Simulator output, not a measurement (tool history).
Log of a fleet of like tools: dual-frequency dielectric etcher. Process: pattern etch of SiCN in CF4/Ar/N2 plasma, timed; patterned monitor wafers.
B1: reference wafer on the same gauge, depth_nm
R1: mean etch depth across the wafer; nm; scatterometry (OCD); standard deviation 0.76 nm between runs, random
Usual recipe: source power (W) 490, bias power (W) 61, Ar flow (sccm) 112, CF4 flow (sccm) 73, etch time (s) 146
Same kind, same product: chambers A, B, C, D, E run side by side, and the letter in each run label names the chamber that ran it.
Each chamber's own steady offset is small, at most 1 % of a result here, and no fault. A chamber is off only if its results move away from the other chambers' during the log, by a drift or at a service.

-- hour=1.2 chamber D: wet clean of the chamber
run 1B hour=8.9 | source_power_(W)=490 bias_power_(W)=61 Ar_flow_(sccm)=112 CF4_flow_(sccm)=73 etch_time_(s)=146 | B1=104.13 | R1=126.44
run 2D hour=18.7 | source_power_(W)=490 bias_power_(W)=61 Ar_flow_(sccm)=112 CF4_flow_(sccm)=73 etch_time_(s)=146 | B1=104.05 | R1=126.81
run 3C hour=28.5 | source_power_(W)=490 bias_power_(W)=61 Ar_flow_(sccm)=112 CF4_flow_(sccm)=73 etch_time_(s)=146 | B1=103.99 | R1=126.31
run 4E hour=37.7 | source_power_(W)=490 bias_power_(W)=61 Ar_flow_(sccm)=112 CF4_flow_(sccm)=73 etch_time_(s)=146 | B1=104.22 | R1=126.78
run 5A hour=43 | source_power_(W)=490 bias_power_(W)=61 Ar_flow_(sccm)=112 CF4_flow_(sccm)=73 etch_time_(s)=146 | B1=104.08 | R1=125.48
run 6E hour=54 | source_power_(W)=490 bias_power_(W)=61 Ar_flow_(sccm)=112 CF4_flow_(sccm)=73 etch_time_(s)=146 | B1=104.02 | R1=126.36
run 7C hour=62.6 | source_power_(W)=490 bias_power_(W)=61 Ar_flow_(sccm)=112 CF4_flow_(sccm)=73 etch_time_(s)=146 | B1=104.01 | R1=125.45
-- hour=66.7 chamber A: wet clean of the chamber
run 8D hour=72.2 | source_power_(W)=490 bias_power_(W)=61 Ar_flow_(sccm)=112 CF4_flow_(sccm)=73 etch_time_(s)=146 | B1=104.22 | R1=124.94
run 9A hour=83.1 | source_power_(W)=580 bias_power_(W)=61 Ar_flow_(sccm)=112 CF4_flow_(sccm)=73 etch_time_(s)=146 | B1=104.15 | R1=147.14
run 10B hour=93.2 | source_power_(W)=580 bias_power_(W)=61 Ar_flow_(sccm)=112 CF4_flow_(sccm)=73 etch_time_(s)=146 | B1=103.99 | R1=146.54
run 11B hour=102.4 | source_power_(W)=580 bias_power_(W)=61 Ar_flow_(sccm)=112 CF4_flow_(sccm)=73 etch_time_(s)=146 | B1=104.12 | R1=146.38
run 12D hour=110.9 | source_power_(W)=580 bias_power_(W)=61 Ar_flow_(sccm)=112 CF4_flow_(sccm)=73 etch_time_(s)=146 | B1=104 | R1=147.39
run 13C hour=117.1 | source_power_(W)=580 bias_power_(W)=61 Ar_flow_(sccm)=112 CF4_flow_(sccm)=73 etch_time_(s)=146 | B1=104.02 | R1=147.12
run 14E hour=124.7 | source_power_(W)=490 bias_power_(W)=61 Ar_flow_(sccm)=112 CF4_flow_(sccm)=73 etch_time_(s)=146 | B1=104 | R1=127.26
run 15A hour=136.3 | source_power_(W)=490 bias_power_(W)=61 Ar_flow_(sccm)=112 CF4_flow_(sccm)=73 etch_time_(s)=146 | B1=103.91 | R1=126.74
run 16D hour=142.4 | source_power_(W)=490 bias_power_(W)=61 Ar_flow_(sccm)=112 CF4_flow_(sccm)=73 etch_time_(s)=146 | B1=104.16 | R1=127.27
-- hour=148 chamber E: source power generator calibrated
run 17B hour=153.9 | source_power_(W)=490 bias_power_(W)=61 Ar_flow_(sccm)=112 CF4_flow_(sccm)=73 etch_time_(s)=146 | B1=103.97 | R1=126.58
run 18E hour=163.8 | source_power_(W)=490 bias_power_(W)=61 Ar_flow_(sccm)=112 CF4_flow_(sccm)=73 etch_time_(s)=146 | B1=103.93 | R1=126.88
run 19A hour=173.2 | source_power_(W)=490 bias_power_(W)=61 Ar_flow_(sccm)=112 CF4_flow_(sccm)=73 etch_time_(s)=146 | B1=103.96 | R1=126.14
-- hour=174.9 chamber B: source power generator calibrated
run 20C hour=178.6 | source_power_(W)=490 bias_power_(W)=61 Ar_flow_(sccm)=112 CF4_flow_(sccm)=73 etch_time_(s)=146 | B1=104.04 | R1=125.97
run 21A hour=185.5 | source_power_(W)=490 bias_power_(W)=61 Ar_flow_(sccm)=112 CF4_flow_(sccm)=73 etch_time_(s)=146 | B1=104.09 | R1=127.09
run 22C hour=192.9 | source_power_(W)=490 bias_power_(W)=61 Ar_flow_(sccm)=112 CF4_flow_(sccm)=73 etch_time_(s)=146 | B1=104.14 | R1=126.24
run 23E hour=203.7 | source_power_(W)=490 bias_power_(W)=61 Ar_flow_(sccm)=112 CF4_flow_(sccm)=73 etch_time_(s)=122 | B1=103.92 | R1=105.26
run 24D hour=214.6 | source_power_(W)=490 bias_power_(W)=61 Ar_flow_(sccm)=112 CF4_flow_(sccm)=73 etch_time_(s)=122 | B1=104.03 | R1=105.89
run 25B hour=221.4 | source_power_(W)=490 bias_power_(W)=61 Ar_flow_(sccm)=112 CF4_flow_(sccm)=73 etch_time_(s)=122 | B1=103.88 | R1=102
run 26B hour=232.9 | source_power_(W)=490 bias_power_(W)=61 Ar_flow_(sccm)=112 CF4_flow_(sccm)=73 etch_time_(s)=122 | B1=104.15 | R1=101.82
run 27A hour=240 | source_power_(W)=490 bias_power_(W)=61 Ar_flow_(sccm)=112 CF4_flow_(sccm)=73 etch_time_(s)=122 | B1=103.98 | R1=105.09
run 28D hour=245.7 | source_power_(W)=490 bias_power_(W)=61 Ar_flow_(sccm)=112 CF4_flow_(sccm)=73 etch_time_(s)=146 | B1=104.01 | R1=128.82
run 29C hour=257.3 | source_power_(W)=490 bias_power_(W)=61 Ar_flow_(sccm)=112 CF4_flow_(sccm)=73 etch_time_(s)=146 | B1=104.07 | R1=126.4
run 30E hour=266.7 | source_power_(W)=490 bias_power_(W)=61 Ar_flow_(sccm)=112 CF4_flow_(sccm)=73 etch_time_(s)=146 | B1=103.91 | R1=128.18
-- hour=267.1 chamber C: wet clean of the chamber
run 31B hour=274.9 | source_power_(W)=490 bias_power_(W)=61 Ar_flow_(sccm)=112 CF4_flow_(sccm)=73 etch_time_(s)=146 | B1=104 | R1=122.66
run 32C hour=280.6 | source_power_(W)=410 bias_power_(W)=61 Ar_flow_(sccm)=112 CF4_flow_(sccm)=73 etch_time_(s)=122 | B1=103.84 | R1=89.677

Has any chamber moved away from the others, gradually or after a service, or does the common gauge drift, or do the chambers differ only by their own small steady offsets? State the chamber and the most likely cause if one applies.

A service left chamber B off against the others.
Likeliest cause: source power that arrives under what is set, % = 4.65.

Which of the 4 candidates below, each the usual settings with something changed and its results left as question marks, puts chamber B back in line with what the other chambers give on the usual settings?
A result is in line if it is within this distance of the other chambers' mean on the usual settings: R1 2.6 nm
run 33B-1 hour=288.9 | source_power_(W)=490 bias_power_(W)=61 Ar_flow_(sccm)=112 CF4_flow_(sccm)=48 etch_time_(s)=146 | R1=?
run 33B-2 hour=288.9 | source_power_(W)=490 bias_power_(W)=61 Ar_flow_(sccm)=112 CF4_flow_(sccm)=73 etch_time_(s)=140.5 | R1=?
run 33B-3 hour=288.9 | source_power_(W)=490 bias_power_(W)=61 Ar_flow_(sccm)=112 CF4_flow_(sccm)=73 etch_time_(s)=151 | R1=?
run 33B-4 hour=288.9 | source_power_(W)=490 bias_power_(W)=61 Ar_flow_(sccm)=112 CF4_flow_(sccm)=73 etch_time_(s)=157 | R1=?

What the other chambers average on the usual settings: R1 126.49 nm
run=33B-1 R1=113.36
run=33B-2 R1=117.1
run=33B-3 R1=125.85
run=33B-4 R1=130.85
33B-3 is the one that brings the chamber's results back in line with the other chambers.

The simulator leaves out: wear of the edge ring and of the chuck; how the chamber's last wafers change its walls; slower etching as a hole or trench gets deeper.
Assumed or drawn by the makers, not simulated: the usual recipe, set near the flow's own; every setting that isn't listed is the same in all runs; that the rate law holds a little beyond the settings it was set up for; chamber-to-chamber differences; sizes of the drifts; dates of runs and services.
